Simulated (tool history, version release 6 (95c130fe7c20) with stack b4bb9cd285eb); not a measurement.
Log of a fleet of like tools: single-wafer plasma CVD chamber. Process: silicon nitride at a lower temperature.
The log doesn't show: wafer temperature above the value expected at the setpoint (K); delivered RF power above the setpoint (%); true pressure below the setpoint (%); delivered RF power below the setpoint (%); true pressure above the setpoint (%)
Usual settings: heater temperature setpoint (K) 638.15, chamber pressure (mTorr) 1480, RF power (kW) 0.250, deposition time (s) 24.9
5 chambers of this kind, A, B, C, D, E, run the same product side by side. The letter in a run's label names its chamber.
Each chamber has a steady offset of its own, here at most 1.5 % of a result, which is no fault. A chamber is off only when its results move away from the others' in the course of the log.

run,hour,heater temperature setpoint (K),chamber pressure (mTorr),RF power (kW),deposition time (s),hours since the last thermocouple change,hours since the last RF generator calibration,hours since the last manometer calibration,"read-back reference wafer on the same gauge, thickness_nm",mean film thickness on the monitor wafer (nm)
1D,9.0,638.15,1480,0.250,24.9,434.2,1006.0,1609.2,23.904,24.795
2C,17.6,638.15,1480,0.250,24.9,609.7,1146.7,771.6,23.901,25.012
3E,22.6,638.15,1480,0.250,24.9,875.1,737.7,1165.2,23.906,24.996
4A,27.1,638.15,1480,0.250,24.9,234.5,1280.2,831.2,23.916,25.219
5B,31.6,638.15,1480,0.250,24.9,231.0,206.3,497.8,23.889,24.916
6A,35.7,638.15,1480,0.250,24.9,243.1,1288.8,839.8,23.921,25.100
7C,41.2,638.15,1480,0.250,24.9,633.3,1170.3,795.2,23.888,25.056
8B,47.4,638.15,1480,0.250,24.9,246.8,222.1,513.6,23.871,25.075
9D,52.8,638.15,1480,0.250,24.9,478.0,1049.8,1653.0,23.908,24.709
10E,59.7,638.15,1480,0.250,24.9,912.2,774.8,1202.3,23.922,24.902
11A,66.2,638.15,1480,0.210,26.9,273.6,1319.3,870.3,23.872,23.924
12C,73.2,638.15,1480,0.210,26.9,665.3,1202.3,827.2,23.903,23.895
13D,78.7,638.15,1480,0.210,26.9,503.9,1075.7,1678.9,23.895,23.438
14B,83.6,638.15,1480,0.210,26.9,283.0,258.3,549.8,23.890,23.832
# hour 88.4: chamber E: RF generator calibrated
15E,89.3,638.15,1480,0.210,26.9,941.8,0.9,1231.9,23.916,23.717
16B,95.5,638.15,1480,0.250,24.9,294.9,270.2,561.7,23.892,25.004
17C,103.1,625.15,1480,0.250,21.0,695.2,1232.2,857.1,23.914,21.219
18D,108.5,625.15,1480,0.250,21.0,533.7,1105.5,1708.7,23.908,21.231
19A,116.9,625.15,1480,0.250,21.0,324.3,1370.0,921.0,23.885,21.306
20E,123.7,625.15,1480,0.250,21.0,976.2,35.3,1266.3,23.877,21.098
21E,130.7,625.15,1480,0.250,21.0,983.2,42.3,1273.3,23.900,21.312
22D,137.4,638.15,1480,0.250,24.9,562.6,1134.4,1737.6,23.916,24.804
23C,142.6,638.15,1480,0.250,24.9,734.7,1271.7,896.6,23.916,24.765
24B,148.3,638.15,1480,0.250,24.9,347.7,323.0,614.5,23.918,25.056
25A,152.7,638.15,1480,0.250,24.9,360.1,1405.8,956.8,23.885,24.865
26E,161.5,638.15,1480,0.250,24.9,1014.0,73.1,1304.1,23.886,24.982
27C,166.4,652.15,1480,0.250,23.3,758.5,1295.5,920.4,23.895,22.930
28A,174.7,652.15,1480,0.250,23.3,382.1,1427.8,978.8,23.896,23.407
29D,181.3,652.15,1480,0.250,23.3,606.5,1178.3,1781.5,23.910,22.993
# hour 183.0: chamber E: capacitance manometer re-zeroed and calibrated
30B,190.2,652.15,1480,0.250,23.3,389.6,364.9,656.4,23.918,23.346
31B,197.4,652.15,1480,0.250,23.3,396.8,372.1,663.6,23.909,23.412
32D,203.6,638.15,1480,0.250,24.9,628.8,1200.6,1803.8,23.927,24.561
33E,212.8,638.15,1480,0.250,24.9,1065.3,124.4,29.9,23.900,25.017
34A,217.0,638.15,1480,0.250,24.9,424.4,1470.1,1021.1,23.916,25.132
35C,226.1,638.15,1480,0.250,24.9,818.2,1355.2,980.1,23.868,24.225
36A,235.2,638.15,1480,0.250,24.9,442.6,1488.3,1039.3,23.880,25.104
37D,240.2,638.15,1220,0.250,26.4,665.4,1237.2,1840.4,23.893,24.755
38E,244.8,638.15,1220,0.250,26.4,1097.3,156.4,61.9,23.888,24.926
39C,251.1,638.15,1220,0.250,26.4,843.2,1380.2,1005.1,23.915,24.235
40B,256.0,638.15,1220,0.250,26.4,455.4,430.7,722.2,23.889,25.181
41C,260.2,638.15,1220,0.250,26.4,852.3,1389.3,1014.2,23.884,24.115
42A,269.0,638.15,1480,0.250,24.9,476.4,1522.1,1073.1,23.896,24.986
43B,273.6,638.15,1480,0.250,24.9,473.0,448.3,739.8,23.886,25.027
44D,279.6,638.15,1480,0.250,24.9,704.8,1276.6,1879.8,23.892,24.657

What goes on in this fleet: one chamber off, a drifting gauge, or nothing beyond the chambers' own small offsets? Name the chamber and the cause, if any.

Chamber C drifts away from the others.
Cause: delivered RF power below the setpoint (%) = 6.63.

Here are 4 candidates for chamber C's next run, each the usual settings with a change, their results left as question marks. Which one brings its results back in line with what the others give on the usual settings?
In line means no further than this from the other chambers' mean on the usual settings: mean film thickness on the monitor wafer (nm) 0.340
45C-1,286.2,638.15,1490,0.250,25.2,,,,,?
45C-2,286.2,638.15,1500,0.255,25.6,,,,,?
45C-3,286.2,638.15,1460,0.245,24.2,,,,,?
45C-4,286.2,638.15,1460,0.245,24.9,,,,,?

The other chambers' mean on the usual settings: mean film thickness on the monitor wafer (nm) 24.948
run,mean film thickness on the monitor wafer (nm)
45C-1,24.166
45C-2,24.945
45C-3,22.738
45C-4,23.394
45C-2 brings the chamber back in line.
